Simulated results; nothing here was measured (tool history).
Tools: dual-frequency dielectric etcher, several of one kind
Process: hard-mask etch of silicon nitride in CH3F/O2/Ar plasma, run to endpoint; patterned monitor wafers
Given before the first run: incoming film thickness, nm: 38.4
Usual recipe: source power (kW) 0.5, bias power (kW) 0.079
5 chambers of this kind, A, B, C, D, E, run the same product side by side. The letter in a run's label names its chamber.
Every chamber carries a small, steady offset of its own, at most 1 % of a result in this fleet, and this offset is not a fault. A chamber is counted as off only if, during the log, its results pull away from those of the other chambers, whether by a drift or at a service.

run	hour	source power (kW)	bias power (kW)	endpoint time (s)
1C	7.2	0.5	0.079	48.979
2B	15.9	0.5	0.079	49.936
3E	20.8	0.5	0.079	49.348
4A	30.2	0.5	0.079	49.242
5D	39.9	0.5	0.079	49.032
6C	47.3	0.5	0.079	49.075
7D	57.1	0.5	0.079	49.395
8E	64.1	0.5	0.079	49.448
9B	71.7	0.5	0.079	49.389
# hour 74.9: chamber E: wet clean of the chamber
10A	76.2	0.5	0.079	49.127
# hour 79.9: chamber D: wet clean of the chamber
11C	80.7	0.5	0.079	49.094
12D	88.2	0.5	0.079	49.175
13E	93.6	0.5	0.079	52.055
14A	101.1	0.5	0.079	49.433
15B	106.7	0.5	0.079	49.182
16A	113.6	0.5	0.079	48.787
17B	120.5	0.5	0.079	49.471
18E	127.5	0.5	0.079	51.988
19C	133.5	0.4	0.099	49.053
20D	143.6	0.4	0.099	48.907
21E	153.7	0.4	0.099	52.299
22D	162.2	0.4	0.099	48.8
23B	171.7	0.4	0.099	49.807
24C	179.9	0.5	0.079	48.864
25A	187.7	0.5	0.079	48.769
26D	192.2	0.5	0.079	49.098
27B	201	0.5	0.079	49.394
28E	208	0.5	0.079	51.612
29C	212.9	0.5	0.079	49.035
30A	217.6	0.5	0.079	49.331
31E	225.3	0.5	0.079	52.785
32B	230.2	0.5	0.079	49.541
33A	239.4	0.5	0.079	49.405
34C	249.3	0.56	0.079	46.993

Is one chamber out of step, is the gauge drifting, or do the chambers differ by no more than their own small offsets? For an off chamber, give its letter and the likeliest cause.

The work done on chamber E during a service left it standing apart from the others.
Most likely cause: etch rate under this chamber's usual, % = 4.8.

Here are 4 candidates for chamber E's next run, each the usual settings with a change, their results left as question marks. Which one brings its results back in line with what the others give on the usual settings?
Counts as in line when no further than this from what the other chambers average on the usual settings: endpoint time (s) 1.2
35E-1	256.8	0.49	0.078	?
35E-2	256.8	0.51	0.08	?
35E-3	256.8	0.54	0.085	?
35E-4	256.8	0.46	0.073	?

The mean the other chambers reach with the usual settings: endpoint time (s) 49.187
run	endpoint time (s)
35E-1	52.8
35E-2	51.557
35E-3	49.412
35E-4	55.315
35E-3 puts the chamber back in line with the other chambers.
